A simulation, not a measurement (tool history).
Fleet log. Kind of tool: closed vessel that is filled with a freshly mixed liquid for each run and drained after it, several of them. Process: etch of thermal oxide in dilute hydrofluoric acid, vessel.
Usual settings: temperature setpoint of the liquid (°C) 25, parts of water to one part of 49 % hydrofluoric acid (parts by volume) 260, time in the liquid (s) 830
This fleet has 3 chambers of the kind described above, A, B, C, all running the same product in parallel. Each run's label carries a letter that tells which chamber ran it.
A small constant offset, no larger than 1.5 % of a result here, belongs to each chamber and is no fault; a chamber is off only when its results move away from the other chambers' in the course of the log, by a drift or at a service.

| run | day | temperature setpoint of the liquid (°C) | parts of water to one part of 49 % hydrofluoric acid (parts by volume) | time in the liquid (s) | hours since the thermometer was replaced | hours since the hydrofluoric acid flow meter was replaced | read-back film thickness of the thermal oxide reference wafer, read on the same gauge (nm) | thickness taken off the thermal oxide on a monitor wafer (angstrom) |
|---|---|---|---|---|---|---|---|---|
|  | 0.304 | chamber A: hydrofluoric acid flow meter replaced |
| 1C | 0.383 | 25 | 260 | 830 | 1301 | 1599.3 | 59.973 | 125.53 |
| 2B | 0.904 | 25 | 260 | 830 | 263.8 | 2394.5 | 60.007 | 126.58 |
|  | 1 | chamber B: hydrofluoric acid flow meter replaced |
| 3A | 1.233 | 25 | 260 | 830 | 531.7 | 22.4 | 60.019 | 124.28 |
| 4A | 1.729 | 25 | 260 | 830 | 543.6 | 34.3 | 60.02 | 125.53 |
| 5B | 2.021 | 25 | 260 | 830 | 290.6 | 24.5 | 60 | 126.2 |
| 6C | 2.267 | 25 | 260 | 830 | 1346.2 | 1644.5 | 60.01 | 124.5 |
| 7B | 2.708 | 25 | 260 | 830 | 307.1 | 41 | 60.005 | 127.62 |
| 8A | 2.996 | 25 | 260 | 830 | 574 | 64.7 | 60.016 | 125.87 |
| 9C | 3.425 | 25 | 260 | 830 | 1374 | 1672.3 | 60.005 | 125.72 |
| 10A | 3.908 | 25 | 260 | 830 | 595.9 | 86.6 | 60.016 | 124.41 |
| 11B | 4.142 | 25 | 200 | 830 | 341.5 | 75.4 | 59.994 | 175.98 |
| 12C | 4.554 | 25 | 200 | 830 | 1401.1 | 1699.4 | 59.999 | 169.45 |
| 13A | 4.788 | 25 | 200 | 830 | 617 | 107.7 | 60.017 | 176.52 |
| 14C | 5.262 | 25 | 260 | 830 | 1418.1 | 1716.4 | 60.001 | 124.42 |
| 15B | 5.792 | 25 | 260 | 830 | 381.1 | 115 | 59.968 | 129.87 |
| 16B | 6.025 | 25 | 260 | 830 | 386.7 | 120.6 | 59.989 | 129.61 |
| 17C | 6.479 | 25 | 260 | 1270 | 1447.3 | 1745.6 | 60.006 | 188.74 |
| 18A | 6.946 | 25 | 260 | 1270 | 668.8 | 159.5 | 59.993 | 194.12 |
| 19A | 7.296 | 25 | 260 | 1270 | 677.2 | 167.9 | 59.989 | 194.3 |
| 20B | 7.738 | 25 | 260 | 830 | 427.8 | 161.7 | 60.004 | 132.34 |
| 21C | 8.2 | 25 | 260 | 830 | 1488.6 | 1786.9 | 59.989 | 124.95 |
| 22A | 8.592 | 25 | 260 | 830 | 708.3 | 199 | 59.99 | 126.24 |
| 23B | 9.029 | 25 | 260 | 830 | 458.8 | 192.7 | 60.005 | 132.49 |
| 24C | 9.367 | 25 | 260 | 830 | 1516.6 | 1814.9 | 60.023 | 125.12 |
| 25C | 9.892 | 25 | 260 | 830 | 1529.2 | 1827.5 | 59.993 | 124.49 |

One chamber off, gauge drift, or nothing amiss beyond the chambers' own small offsets? If it is a chamber, which one, and what is the likeliest cause?

Little by little, chamber B moves away from the other chambers.
Most likely cause: liquid hotter than its thermometer reads (K) = 1.61.
The log might look much the same if the cause were instead: hydrofluoric acid flow above the setpoint (%).

Here are 4 candidates for chamber B's next run, each the usual settings with a change, their results left as question marks. Which one brings its results back in line with what the others give on the usual settings?
Maximum distance from the other chambers' mean on the usual settings for a result to count as in line: thickness taken off the thermal oxide on a monitor wafer (angstrom) 3.3
| 26B-1 | 10.271 | 25.5 | 235 | 830 |  |  |  | ? |
| 26B-2 | 10.271 | 25 | 260 | 775 |  |  |  | ? |
| 26B-3 | 10.271 | 24.5 | 260 | 730 |  |  |  | ? |
| 26B-4 | 10.271 | 25 | 245 | 830 |  |  |  | ? |

The other chambers' mean on the usual settings: thickness taken off the thermal oxide on a monitor wafer (angstrom) 125.2
| run | thickness taken off the thermal oxide on a monitor wafer (angstrom) |
|---|---|
| 26B-1 | 155.49 |
| 26B-2 | 125.26 |
| 26B-3 | 115.96 |
| 26B-4 | 144.84 |
The answer is 26B-2, which returns the chamber to within the allowed miss of the others.
